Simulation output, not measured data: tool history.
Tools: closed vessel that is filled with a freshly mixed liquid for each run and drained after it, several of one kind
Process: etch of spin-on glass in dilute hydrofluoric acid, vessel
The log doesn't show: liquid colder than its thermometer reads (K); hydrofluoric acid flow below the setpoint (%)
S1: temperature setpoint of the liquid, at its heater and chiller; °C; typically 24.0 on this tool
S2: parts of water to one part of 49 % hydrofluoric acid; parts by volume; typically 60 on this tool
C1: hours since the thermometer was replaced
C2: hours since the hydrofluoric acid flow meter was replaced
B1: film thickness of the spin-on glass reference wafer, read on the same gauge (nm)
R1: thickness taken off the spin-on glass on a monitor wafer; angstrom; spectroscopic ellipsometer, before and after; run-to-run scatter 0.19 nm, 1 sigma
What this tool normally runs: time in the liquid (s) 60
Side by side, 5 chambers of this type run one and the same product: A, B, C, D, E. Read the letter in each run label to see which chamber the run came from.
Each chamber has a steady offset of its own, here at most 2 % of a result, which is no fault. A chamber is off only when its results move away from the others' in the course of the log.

Run 1A, day 0.517: usual settings; C1 572.3; C2 824.9; B1 130.01. Result: R1 285.740 angstrom.
Run 2E, day 1.021: usual settings; C1 573.6; C2 835.3; B1 130.00. Result: R1 287.470 angstrom.
Run 3D, day 1.638: usual settings; C1 1662.7; C2 1122.8; B1 130.00. Result: R1 286.850 angstrom.
Run 4B, day 1.921: usual settings; C1 1306.3; C2 1111.5; B1 130.00. Result: R1 290.360 angstrom.
Run 5C, day 2.412: usual settings; C1 230.5; C2 86.7; B1 129.98. Result: R1 290.840 angstrom.
At day 2.529: chamber A: thermometer replaced.
Run 6C, day 2.717: usual settings but time in the liquid (s) 75; C1 237.8; C2 94.0; B1 130.01. Result: R1 372.600 angstrom.
Run 7A, day 3.067: usual settings but time in the liquid (s) 75; C1 12.9; C2 886.1; B1 129.99. Result: R1 363.280 angstrom.
Run 8D, day 3.442: usual settings but time in the liquid (s) 75; C1 1706.0; C2 1166.1; B1 130.01. Result: R1 357.800 angstrom.
Run 9B, day 3.996: usual settings but time in the liquid (s) 75; C1 1356.1; C2 1161.3; B1 130.00. Result: R1 359.100 angstrom.
Run 10E, day 4.329: usual settings but time in the liquid (s) 75; C1 653.0; C2 914.7; B1 130.01. Result: R1 360.660 angstrom.
Run 11A, day 4.667: usual settings; C1 51.3; C2 924.5; B1 130.01. Result: R1 290.050 angstrom.
Run 12E, day 5.167: usual settings; C1 673.1; C2 934.8; B1 129.99. Result: R1 289.500 angstrom.
Run 13C, day 5.729: usual settings; C1 310.1; C2 166.3; B1 129.99. Result: R1 290.040 angstrom.
Run 14B, day 6.279: usual settings; C1 1410.9; C2 1216.1; B1 129.99. Result: R1 284.950 angstrom.
Run 15D, day 6.817: usual settings; C1 1787.0; C2 1247.1; B1 130.00. Result: R1 286.040 angstrom.
Run 16C, day 7.208: usual settings; C1 345.6; C2 201.8; B1 129.98. Result: R1 290.780 angstrom.
Run 17B, day 7.767: usual settings; C1 1446.6; C2 1251.8; B1 129.99. Result: R1 286.160 angstrom.
Run 18E, day 8.379: usual settings; C1 750.2; C2 1011.9; B1 130.00. Result: R1 288.430 angstrom.
Run 19D, day 9.004: usual settings; C1 1839.5; C2 1299.6; B1 130.00. Result: R1 282.680 angstrom.
Run 20A, day 9.625: usual settings; C1 170.3; C2 1043.5; B1 130.00. Result: R1 287.000 angstrom.
Run 21E, day 10.175: usual settings; C1 793.3; C2 1055.0; B1 130.01. Result: R1 287.050 angstrom.
Run 22B, day 10.796: usual settings; C1 1519.3; C2 1324.5; B1 129.99. Result: R1 287.480 angstrom.
Run 23C, day 11.325: usual settings; C1 444.4; C2 300.6; B1 129.99. Result: R1 295.150 angstrom.
Run 24D, day 11.738: usual settings; C1 1905.1; C2 1365.2; B1 130.01. Result: R1 282.870 angstrom.
Run 25A, day 12.088: usual settings; C1 229.4; C2 1102.6; B1 130.02. Result: R1 286.830 angstrom.
Run 26C, day 12.512: usual settings; C1 472.9; C2 329.1; B1 129.99. Result: R1 293.900 angstrom.
Run 27A, day 12.812: usual settings but S2 80 parts by volume, time in the liquid (s) 30; C1 246.8; C2 1120.0; B1 130.00. Result: R1 104.880 angstrom.
Run 28E, day 13.246: usual settings but S2 80 parts by volume, time in the liquid (s) 30; C1 867.0; C2 1128.7; B1 130.00. Result: R1 105.120 angstrom.
Run 29B, day 13.633: usual settings but S2 80 parts by volume, time in the liquid (s) 30; C1 1587.4; C2 1392.6; B1 130.00. Result: R1 104.870 angstrom.
Run 30D, day 14.092: usual settings but S2 80 parts by volume, time in the liquid (s) 30; C1 1961.6; C2 1421.7; B1 129.97. Result: R1 99.623 angstrom.
Run 31A, day 14.679: usual settings but S2 80 parts by volume, time in the liquid (s) 30; C1 291.6; C2 1164.8; B1 130.02. Result: R1 106.070 angstrom.
Run 32B, day 15.304: usual settings; C1 1627.5; C2 1432.7; B1 129.97. Result: R1 282.990 angstrom.
Run 33D, day 15.762: usual settings but S1 19.5 °C, time in the liquid (s) 75; C1 2001.7; C2 1461.8; B1 130.00. Result: R1 278.590 angstrom.
Run 34E, day 16.038: usual settings but S1 19.5 °C, time in the liquid (s) 75; C1 934.0; C2 1195.7; B1 130.00. Result: R1 295.870 angstrom.
Run 35C, day 16.458: usual settings but S1 19.5 °C, time in the liquid (s) 75; C1 567.6; C2 423.8; B1 130.00. Result: R1 299.910 angstrom.
Run 36D, day 17.038: usual settings but S1 19.5 °C, time in the liquid (s) 75; C1 2032.3; C2 1492.4; B1 130.02. Result: R1 278.490 angstrom.
Run 37A, day 17.329: usual settings but S1 19.5 °C, time in the liquid (s) 75; C1 355.2; C2 1228.4; B1 130.00. Result: R1 298.210 angstrom.
Run 38C, day 17.942: usual settings; C1 603.2; C2 459.4; B1 130.01. Result: R1 290.280 angstrom.
Run 39E, day 18.275: usual settings; C1 987.7; C2 1249.4; B1 130.00. Result: R1 289.250 angstrom.
Run 40B, day 18.654: usual settings; C1 1707.9; C2 1513.1; B1 130.00. Result: R1 283.780 angstrom.
Run 41B, day 19.154: usual settings; C1 1719.9; C2 1525.1; B1 130.00. Result: R1 287.570 angstrom.
Run 42C, day 19.588: usual settings; C1 642.7; C2 498.9; B1 130.02. Result: R1 293.550 angstrom.
Run 43D, day 19.883: usual settings; C1 2100.6; C2 1560.7; B1 130.01. Result: R1 262.860 angstrom.
Run 44A, day 20.288: usual settings; C1 426.2; C2 1299.4; B1 130.00. Result: R1 286.210 angstrom.

All 5 chambers run these settings next. Forecast each chamber's results:
Run 45A, day 20.738: usual settings but time in the liquid (s) 90. Result: R1 ?.
Run 45B, day 20.738: usual settings but time in the liquid (s) 90. Result: R1 ?.
Run 45C, day 20.738: usual settings but time in the liquid (s) 90. Result: R1 ?.
Run 45D, day 20.738: usual settings but time in the liquid (s) 90. Result: R1 ?.
Run 45E, day 20.738: usual settings but time in the liquid (s) 90. Result: R1 ?.

run       R1
45A  431.110
45B  430.370
45C  438.680
45D  394.150
45E  433.090

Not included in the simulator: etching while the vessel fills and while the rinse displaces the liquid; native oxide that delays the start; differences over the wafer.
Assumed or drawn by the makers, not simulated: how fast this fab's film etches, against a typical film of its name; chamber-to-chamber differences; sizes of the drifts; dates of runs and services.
